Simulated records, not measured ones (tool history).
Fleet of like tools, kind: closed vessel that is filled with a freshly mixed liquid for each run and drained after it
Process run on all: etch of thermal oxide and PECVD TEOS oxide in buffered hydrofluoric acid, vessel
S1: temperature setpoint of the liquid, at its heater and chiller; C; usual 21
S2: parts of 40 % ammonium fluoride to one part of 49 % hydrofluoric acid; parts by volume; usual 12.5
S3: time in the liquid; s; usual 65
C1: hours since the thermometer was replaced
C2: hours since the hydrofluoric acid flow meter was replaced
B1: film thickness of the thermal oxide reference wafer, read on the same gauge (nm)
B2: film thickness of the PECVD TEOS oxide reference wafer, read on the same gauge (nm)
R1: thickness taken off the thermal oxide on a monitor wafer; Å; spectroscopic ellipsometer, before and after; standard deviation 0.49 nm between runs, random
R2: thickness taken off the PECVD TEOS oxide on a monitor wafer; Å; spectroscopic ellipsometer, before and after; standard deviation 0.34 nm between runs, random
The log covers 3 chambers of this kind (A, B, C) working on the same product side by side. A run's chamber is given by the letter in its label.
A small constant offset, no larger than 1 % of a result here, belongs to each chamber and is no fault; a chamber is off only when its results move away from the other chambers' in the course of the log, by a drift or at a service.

Run 1B, hour 4.7: usual settings; C1 868.8; C2 1635.5; B1 100; B2 100.01. Result: R1 504.02 Å, R2 553.98 Å.
Run 2C, hour 10.7: usual settings; C1 1230.5; C2 870.8; B1 100.01; B2 100.02. Result: R1 508.96 Å, R2 556.62 Å.
Run 3A, hour 17: usual settings; C1 437.3; C2 485.8; B1 99.965; B2 100.01. Result: R1 492.42 Å, R2 545.1 Å.
Run 4B, hour 23.4: usual settings; C1 887.5; C2 1654.2; B1 100; B2 99.989. Result: R1 490.64 Å, R2 550.04 Å.
Run 5A, hour 28.6: usual settings; C1 448.9; C2 497.4; B1 100.03; B2 100.01. Result: R1 496.77 Å, R2 552.24 Å.
Run 6C, hour 35.5: usual settings; C1 1255.3; C2 895.6; B1 99.987; B2 99.971. Result: R1 498.61 Å, R2 553.01 Å.
Run 7B, hour 43: usual settings but S2 10 parts by volume; C1 907.1; C2 1673.8; B1 100.01; B2 99.986. Result: R1 618.97 Å, R2 683.85 Å.
Run 8C, hour 48.6: usual settings but S2 10 parts by volume; C1 1268.4; C2 908.7; B1 99.982; B2 99.967. Result: R1 628.94 Å, R2 686.45 Å.
Run 9A, hour 54.3: usual settings but S2 10 parts by volume; C1 474.6; C2 523.1; B1 99.995; B2 99.954. Result: R1 619.76 Å, R2 677.16 Å.
Run 10A, hour 61.1: usual settings; C1 481.4; C2 529.9; B1 99.962; B2 100. Result: R1 499.9 Å, R2 550.09 Å.
Run 11C, hour 68: usual settings; C1 1287.8; C2 928.1; B1 99.988; B2 99.98. Result: R1 501.8 Å, R2 552.72 Å.
Run 12B, hour 72.3: usual settings; C1 936.4; C2 1703.1; B1 99.973; B2 100. Result: R1 497.77 Å, R2 555.3 Å.
Run 13B, hour 76.5: usual settings; C1 940.6; C2 1707.3; B1 100.01; B2 100.03. Result: R1 506.54 Å, R2 557.93 Å.
Run 14A, hour 81.4: usual settings; C1 501.7; C2 550.2; B1 100.02; B2 100.01. Result: R1 494.96 Å, R2 547.17 Å.
At hour 81.9: chamber B: hydrofluoric acid flow meter replaced.
Run 15C, hour 88.8: usual settings; C1 1308.6; C2 948.9; B1 99.966; B2 100.03. Result: R1 499.16 Å, R2 552.67 Å.
Run 16B, hour 94.2: usual settings; C1 958.3; C2 12.4; B1 100; B2 100.01. Result: R1 506.83 Å, R2 554.39 Å.
Run 17C, hour 98.2: usual settings; C1 1318; C2 958.3; B1 99.962; B2 100. Result: R1 496.81 Å, R2 558.89 Å.
Run 18A, hour 103.8: usual settings; C1 524.1; C2 572.6; B1 100.03; B2 99.985. Result: R1 506.71 Å, R2 545.74 Å.
Run 19A, hour 108.7: usual settings; C1 529; C2 577.5; B1 100; B2 99.998. Result: R1 485.34 Å, R2 547.43 Å.
Run 20B, hour 114.9: usual settings; C1 979; C2 33.1; B1 100.04; B2 100.01. Result: R1 501.41 Å, R2 548.87 Å.
Run 21C, hour 121.9: usual settings but S1 18 C; C1 1341.7; C2 982; B1 99.962; B2 99.983. Result: R1 424.12 Å, R2 471.26 Å.
Run 22B, hour 127.1: usual settings but S1 18 C; C1 991.2; C2 45.3; B1 100.01; B2 100. Result: R1 422.9 Å, R2 462.87 Å.
Run 23C, hour 131.3: usual settings but S1 18 C; C1 1351.1; C2 991.4; B1 99.939; B2 100.02. Result: R1 429.56 Å, R2 469.8 Å.
Run 24A, hour 135.5: usual settings; C1 555.8; C2 604.3; B1 100; B2 99.99. Result: R1 506.37 Å, R2 549.05 Å.
Run 25A, hour 143.1: usual settings; C1 563.4; C2 611.9; B1 100.04; B2 99.991. Result: R1 488.29 Å, R2 547.1 Å.
Run 26B, hour 150.5: usual settings; C1 1014.6; C2 68.7; B1 99.957; B2 100. Result: R1 494.1 Å, R2 557.95 Å.
Run 27C, hour 155.3: usual settings; C1 1375.1; C2 1015.4; B1 100; B2 100. Result: R1 502.64 Å, R2 549.59 Å.
Run 28B, hour 159.2: usual settings; C1 1023.3; C2 77.4; B1 99.937; B2 100.03. Result: R1 494.33 Å, R2 551.96 Å.
Run 29A, hour 166.3: usual settings; C1 586.6; C2 635.1; B1 99.986; B2 100.01. Result: R1 498.46 Å, R2 544.91 Å.
Run 30C, hour 170.4: usual settings but S3 100 s; C1 1390.2; C2 1030.5; B1 99.974; B2 99.972. Result: R1 777.71 Å, R2 848.74 Å.
Run 31B, hour 177.7: usual settings but S3 100 s; C1 1041.8; C2 95.9; B1 99.995; B2 100.02. Result: R1 774.27 Å, R2 847.24 Å.

All 3 chambers run these settings next. Forecast each chamber's results:
Run 32A, hour 183.1: usual settings but S1 23 C. Result: R1 ?, R2 ?.
Run 32B, hour 183.1: usual settings but S1 23 C. Result: R1 ?, R2 ?.
Run 32C, hour 183.1: usual settings but S1 23 C. Result: R1 ?, R2 ?.

run      R1      R2
32A  542.17  608.15
32B  550.01  616.99
32C  554.99  619.39
